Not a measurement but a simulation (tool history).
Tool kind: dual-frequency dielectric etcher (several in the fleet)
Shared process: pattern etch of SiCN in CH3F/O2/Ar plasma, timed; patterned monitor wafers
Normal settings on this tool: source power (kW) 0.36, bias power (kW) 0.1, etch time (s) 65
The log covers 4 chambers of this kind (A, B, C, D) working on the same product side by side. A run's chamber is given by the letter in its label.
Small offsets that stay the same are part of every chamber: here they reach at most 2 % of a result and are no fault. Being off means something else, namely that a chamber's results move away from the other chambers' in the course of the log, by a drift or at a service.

run,hour,source power (kW),bias power (kW),etch time (s),"read-back reference wafer on the same gauge, depth_nm",mean etch depth across the wafer (nm)
1B,6.2,0.36,0.1,65,22.202,26.166
2C,15.1,0.36,0.1,65,22.195,26.881
3D,23.4,0.36,0.1,65,22.186,26.42
4A,31.5,0.36,0.1,65,22.185,26.372
5A,44.6,0.36,0.1,65,22.174,26.441
# hour 49.5: chamber C: wet clean of the chamber
6B,55,0.36,0.1,65,22.18,26.176
7C,61.2,0.36,0.1,48,22.177,19.813
8D,70.3,0.36,0.1,48,22.163,19.484
9A,82.5,0.36,0.1,48,22.167,19.507
10C,94,0.36,0.1,48,22.147,19.779
11D,101.6,0.36,0.1,65,22.145,26.363
12B,114.8,0.36,0.1,65,22.141,26.18
13C,122,0.36,0.1,65,22.146,26.833
14B,130.2,0.36,0.1,65,22.148,26.219
# hour 141.7: chamber D: wet clean of the chamber
15A,141.7,0.36,0.076,58,22.131,21.214
# hour 150.2: chamber B: wet clean of the chamber
16D,152.9,0.36,0.076,58,22.128,21.293
17A,162.7,0.36,0.076,58,22.131,21.245
18D,175.5,0.36,0.076,58,22.134,21.203
19B,187.9,0.36,0.1,65,22.115,26.178
20C,196.8,0.36,0.1,65,22.113,26.815
21C,204.3,0.36,0.1,65,22.102,26.809
22D,214.8,0.36,0.1,65,22.106,26.34
# hour 217.9: chamber B: source power generator calibrated
# hour 220.7: chamber C: bias power generator calibrated
23A,223,0.41,0.089,65,22.101,26.448
24B,230,0.41,0.089,65,22.108,26.272
25C,240.6,0.41,0.089,65,22.092,26.883
26D,248.9,0.41,0.089,65,22.088,26.398
# hour 260.8: chamber C: source power generator calibrated
27A,261,0.36,0.1,65,22.084,26.197
28B,270.9,0.36,0.1,65,22.089,26.138
29A,278.9,0.36,0.1,65,22.068,26.22
30B,288.4,0.36,0.092,65,22.068,25.255
31C,302.1,0.36,0.092,65,22.058,25.937
32D,313.6,0.36,0.092,65,22.062,25.422
33D,323.9,0.36,0.092,65,22.056,25.462

For the next run the whole fleet of 4 chambers uses the same settings. Give each chamber's results:
34A,333.8,0.39,0.1,65,,?
34B,333.8,0.39,0.1,65,,?
34C,333.8,0.39,0.1,65,,?
34D,333.8,0.39,0.1,65,,?

run,mean etch depth across the wafer (nm)
34A,27.079
34B,26.82
34C,27.498
34D,27.044
